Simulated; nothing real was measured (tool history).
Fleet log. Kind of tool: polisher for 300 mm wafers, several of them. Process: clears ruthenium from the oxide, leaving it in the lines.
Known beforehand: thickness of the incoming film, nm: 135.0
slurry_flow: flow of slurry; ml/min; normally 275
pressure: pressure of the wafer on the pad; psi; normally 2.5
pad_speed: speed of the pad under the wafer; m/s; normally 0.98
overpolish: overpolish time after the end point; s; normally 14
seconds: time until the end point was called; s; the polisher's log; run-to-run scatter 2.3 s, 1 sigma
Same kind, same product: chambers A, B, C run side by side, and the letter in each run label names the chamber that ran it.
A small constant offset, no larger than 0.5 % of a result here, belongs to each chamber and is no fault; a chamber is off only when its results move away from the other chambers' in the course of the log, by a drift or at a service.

| run | hour | slurry_flow | pressure | pad_speed | overpolish | seconds |
|---|---|---|---|---|---|---|
|  | 2.1 | chamber B: worn pad replaced by a new one |
| 1A | 10.2 | 275 | 2.5 | 0.98 | 14 | 118.50 |
| 2C | 18.2 | 275 | 2.5 | 0.98 | 14 | 122.92 |
| 3B | 27.0 | 275 | 2.5 | 0.98 | 14 | 118.97 |
| 4C | 33.1 | 275 | 2.5 | 0.98 | 14 | 121.96 |
| 5B | 42.6 | 275 | 2.5 | 0.98 | 14 | 118.15 |
| 6A | 49.9 | 200 | 2.5 | 0.82 | 14 | 150.03 |
| 7C | 59.6 | 200 | 2.5 | 0.82 | 14 | 149.54 |
| 8A | 68.9 | 200 | 2.5 | 0.82 | 14 | 145.52 |
| 9B | 74.4 | 275 | 2.5 | 0.98 | 14 | 121.36 |
| 10A | 82.1 | 275 | 2.5 | 0.98 | 14 | 118.28 |
|  | 83.9 | chamber A: worn pad replaced by a new one |
|  | 85.3 | chamber B: worn pad replaced by a new one |
| 11B | 87.4 | 275 | 2.5 | 0.98 | 14 | 118.44 |
|  | 91.5 | chamber C: worn pad replaced by a new one |
| 12C | 94.7 | 275 | 2.5 | 0.98 | 14 | 118.74 |
| 13C | 105.3 | 275 | 2.5 | 0.98 | 14 | 118.32 |
| 14B | 113.0 | 275 | 2.5 | 0.98 | 14 | 115.30 |
| 15A | 119.3 | 275 | 2.5 | 0.98 | 14 | 119.42 |
| 16A | 128.4 | 215 | 2.5 | 0.98 | 14 | 123.04 |
| 17C | 135.3 | 215 | 2.5 | 0.98 | 14 | 117.80 |
| 18B | 142.5 | 215 | 2.5 | 0.98 | 14 | 123.65 |
| 19B | 147.5 | 275 | 2.5 | 0.98 | 14 | 119.83 |
| 20C | 155.4 | 275 | 2.5 | 0.98 | 14 | 116.96 |
| 21A | 162.6 | 275 | 2.5 | 0.98 | 14 | 117.12 |
| 22A | 170.0 | 275 | 2.5 | 0.98 | 14 | 117.28 |
| 23B | 179.2 | 275 | 2.5 | 0.98 | 14 | 119.32 |

The same settings go to every chamber for the next run, one line per chamber below. Forecast the results for each:
| 24A | 187.2 | 275 | 2.5 | 0.98 | 14 | ? |
| 24B | 187.2 | 275 | 2.5 | 0.98 | 14 | ? |
| 24C | 187.2 | 275 | 2.5 | 0.98 | 14 | ? |

| run | seconds |
|---|---|
| 24A | 121.09 |
| 24B | 117.60 |
| 24C | 118.90 |
